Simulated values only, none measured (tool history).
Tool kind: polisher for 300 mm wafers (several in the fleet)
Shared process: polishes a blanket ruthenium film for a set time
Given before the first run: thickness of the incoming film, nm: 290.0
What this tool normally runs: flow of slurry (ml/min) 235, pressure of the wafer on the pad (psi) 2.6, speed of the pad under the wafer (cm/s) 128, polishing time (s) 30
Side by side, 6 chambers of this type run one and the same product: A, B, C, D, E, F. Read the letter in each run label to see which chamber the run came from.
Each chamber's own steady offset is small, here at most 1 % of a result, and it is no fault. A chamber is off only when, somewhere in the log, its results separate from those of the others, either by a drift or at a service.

run	hour	flow of slurry (ml/min)	pressure of the wafer on the pad (psi)	speed of the pad under the wafer (cm/s)	polishing time (s)	wafers polished on this pad	hours since the slurry nozzle was cleaned	hours since the head pressure was calibrated	film removed (Å)
1A	7.8	235	2.6	128	30	331	726.0	300.8	493.32
# hour 13.5: chamber D: worn pad replaced by a new one
2E	14.8	235	2.6	128	30	414	408.2	314.7	489.68
3D	19.2	235	2.6	128	30	62	580.3	47.1	481.66
4F	24.0	235	2.6	128	30	689	278.5	239.4	496.94
5B	28.8	235	2.6	128	30	794	289.3	848.3	488.71
6C	32.9	235	1.9	128	30	754	60.6	88.1	354.65
# hour 34.0: chamber D: slurry nozzle cleaned
# hour 34.4: chamber E: worn pad replaced by a new one
7B	38.3	235	1.9	128	30	898	298.8	857.8	352.68
8A	42.5	235	1.9	128	30	714	760.7	335.5	354.92
# hour 42.9: chamber B: worn pad replaced by a new one
9F	46.6	235	1.9	128	30	939	301.1	262.0	350.90
# hour 49.5: chamber A: worn pad replaced by a new one
10C	50.4	235	1.9	128	30	948	78.1	105.6	360.51
11D	56.6	235	1.9	128	30	475	22.7	84.5	352.33
# hour 57.7: chamber A: slurry nozzle cleaned
12E	63.3	235	2.6	128	30	319	456.7	363.2	491.39
# hour 63.5: chamber F: worn pad replaced by a new one
13B	71.5	235	2.6	128	30	315	332.0	891.0	489.91
14D	79.0	235	2.6	128	30	722	45.1	106.9	486.69
15C	83.1	235	2.6	128	30	1308	110.8	138.3	491.90
16F	91.4	235	2.6	128	30	308	345.9	306.8	487.61
# hour 94.4: chamber E: worn pad replaced by a new one
# hour 95.7: chamber D: worn pad replaced by a new one
17A	98.3	235	2.6	128	30	539	40.6	391.3	490.62
# hour 105.2: chamber E: slurry nozzle cleaned
18E	105.6	235	2.6	128	30	124	0.4	405.5	489.53
# hour 107.0: chamber C: worn pad replaced by a new one
19E	111.1	235	2.6	128	30	185	5.9	411.0	491.52
# hour 114.2: chamber B: worn pad replaced by a new one
20B	118.3	235	2.6	128	30	45	378.8	937.8	498.09
# hour 123.1: chamber A: worn pad replaced by a new one
# hour 125.6: chamber E: head pressure recalibrated
21C	125.6	235	2.6	128	30	205	153.3	180.8	495.19
22D	129.5	235	2.6	128	30	373	95.6	157.4	489.08
23F	134.3	235	2.6	128	30	781	388.8	349.7	488.23
24A	141.0	235	2.6	128	30	198	83.3	434.0	482.02
25D	148.6	235	2.6	128	30	584	114.7	176.5	483.23
26C	156.1	180	3.0	128	30	542	183.8	211.3	547.76
27F	160.8	180	3.0	128	30	1073	415.3	376.2	547.33
# hour 163.5: chamber E: worn pad replaced by a new one
28A	167.4	180	3.0	128	30	489	109.7	460.4	533.29
# hour 169.9: chamber F: worn pad replaced by a new one
29B	173.5	180	3.0	128	30	654	434.0	993.0	538.90
30E	177.8	180	3.0	128	30	158	72.6	52.3	541.43
31A	183.1	180	3.0	128	30	663	125.4	476.1	538.18
# hour 183.5: chamber B: worn pad replaced by a new one
# hour 187.2: chamber D: worn pad replaced by a new one
32C	189.2	285	2.6	128	30	907	216.9	244.4	501.66
# hour 190.7: chamber A: worn pad replaced by a new one
33F	197.1	285	2.6	128	30	300	451.6	412.5	493.28
# hour 199.2: chamber C: slurry nozzle cleaned
34D	202.9	285	2.6	128	30	173	169.0	230.8	490.44
35B	211.1	285	2.6	128	30	305	471.6	1030.6	502.54
36E	218.4	285	2.6	128	30	606	113.2	92.9	503.06
37A	223.7	285	2.6	128	30	364	166.0	516.7	497.76
# hour 228.7: chamber E: worn pad replaced by a new one
38E	230.1	235	2.6	128	30	15	124.9	104.6	491.77
39F	234.7	235	2.6	128	30	715	489.2	450.1	481.58
40B	241.3	160	2.6	128	30	638	501.8	1060.8	467.04
41C	249.4	160	2.6	128	30	1572	50.2	304.6	461.53
42D	254.0	160	2.6	128	30	737	220.1	281.9	454.28
43D	260.9	160	2.6	128	30	813	227.0	288.8	469.83
44E	266.7	160	2.6	128	30	419	161.5	141.2	460.53

Is one chamber out of step, is the gauge drifting, or do the chambers differ by no more than their own small offsets? For an off chamber, give its letter and the likeliest cause.

No chamber stands off beyond its own small offset, and the gauge holds steady.

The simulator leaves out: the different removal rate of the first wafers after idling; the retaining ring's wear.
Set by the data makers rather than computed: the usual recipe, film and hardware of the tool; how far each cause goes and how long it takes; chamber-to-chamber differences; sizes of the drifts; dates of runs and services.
